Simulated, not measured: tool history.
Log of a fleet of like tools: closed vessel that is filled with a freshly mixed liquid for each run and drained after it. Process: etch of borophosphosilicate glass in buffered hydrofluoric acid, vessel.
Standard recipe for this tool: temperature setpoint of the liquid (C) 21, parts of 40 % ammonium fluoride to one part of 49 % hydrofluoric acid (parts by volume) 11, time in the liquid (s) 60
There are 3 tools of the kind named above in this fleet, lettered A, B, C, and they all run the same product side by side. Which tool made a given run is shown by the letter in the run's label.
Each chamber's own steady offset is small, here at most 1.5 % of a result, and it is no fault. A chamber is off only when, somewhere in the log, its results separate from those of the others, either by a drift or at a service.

run	hour	temperature setpoint of the liquid (C)	parts of 40 % ammonium fluoride to one part of 49 % hydrofluoric acid (parts by volume)	time in the liquid (s)	hours since the thermometer was replaced	hours since the hydrofluoric acid flow meter was replaced	read-back film thickness of the borophosphosilicate glass reference wafer, read on the same gauge (nm)	thickness taken off the borophosphosilicate glass on a monitor wafer (Å)
1B	11.4	21	11	60	345.6	322.7	30.007	580.47
2A	20.9	21	11	60	566.1	1195.9	30.01	575.55
3C	30.7	21	11	60	1052.4	667.3	30	580.89
4B	42	21	11	60	376.2	353.3	30.043	575.47
5A	52.2	21	11	60	597.4	1227.2	30.016	575.93
6C	61.1	21	11	60	1082.8	697.7	29.985	584.62
7B	73.9	21	15	30	408.1	385.2	30.008	211.7
8A	85.7	21	15	30	630.9	1260.7	29.978	213.67
9C	91.5	21	15	30	1113.2	728.1	30.001	216.43
10B	102.5	21	11	60	436.7	413.8	30.016	573.36
11C	108.2	21	11	60	1129.9	744.8	30	579.92
12A	118.1	21	11	60	663.3	1293.1	29.984	576.18
13C	124.1	21	11	60	1145.8	760.7	30.014	581.74
14B	132.7	21	11	60	466.9	444	30.022	569.68
15A	143.2	21	11	60	688.4	1318.2	30.012	579.18
16C	149	21	11	60	1170.7	785.6	29.972	580.47
17A	157.4	21	11	60	702.6	1332.4	29.977	575.75
18B	163.9	21	11	60	498.1	475.2	30.009	571.67
19A	171.5	17.5	11	85	716.7	1346.5	29.985	677.08
20C	179.6	17.5	11	85	1201.3	816.2	30.006	678.95
21B	186	17.5	11	85	520.2	497.3	30.004	661.32
# hour 187.9: chamber A: hydrofluoric acid flow meter replaced
22B	196.1	24.5	11	60	530.3	507.4	30.01	688.91
23A	204.5	24.5	11	60	749.7	16.7	30.007	694.43
24C	211.7	24.5	11	60	1233.4	848.3	29.986	707.22
25A	218	21	7.5	30	763.2	30.2	29.99	410.8
26B	225.6	21	7.5	30	559.8	536.9	29.991	404.81

Is one chamber out of step, is the gauge drifting, or do the chambers differ by no more than their own small offsets? For an off chamber, give its letter and the likeliest cause.

Chamber B drifts away from the others.
Most likely cause: hydrofluoric acid flow below the setpoint (%) = 2.45.
The log may not separate it from: liquid colder than its thermometer reads (K).

Which of the 4 candidates below, each the usual settings with something changed and its results left as question marks, puts chamber B back in line with what the other chambers give on the usual settings?
In line means no further than this from the other chambers' mean on the usual settings: thickness taken off the borophosphosilicate glass on a monitor wafer (Å) 6.9
27B-1	235.1	21.5	11	60				?
27B-2	235.1	20.5	11	60				?
27B-3	235.1	22	11	60				?
27B-4	235.1	20	11	60				?

Other chambers, usual settings, mean: thickness taken off the borophosphosilicate glass on a monitor wafer (Å) 580.6
run	thickness taken off the borophosphosilicate glass on a monitor wafer (Å)
27B-1	579.85
27B-2	548.24
27B-3	595.93
27B-4	533.31
With 27B-1, the chamber falls back in line with the rest.
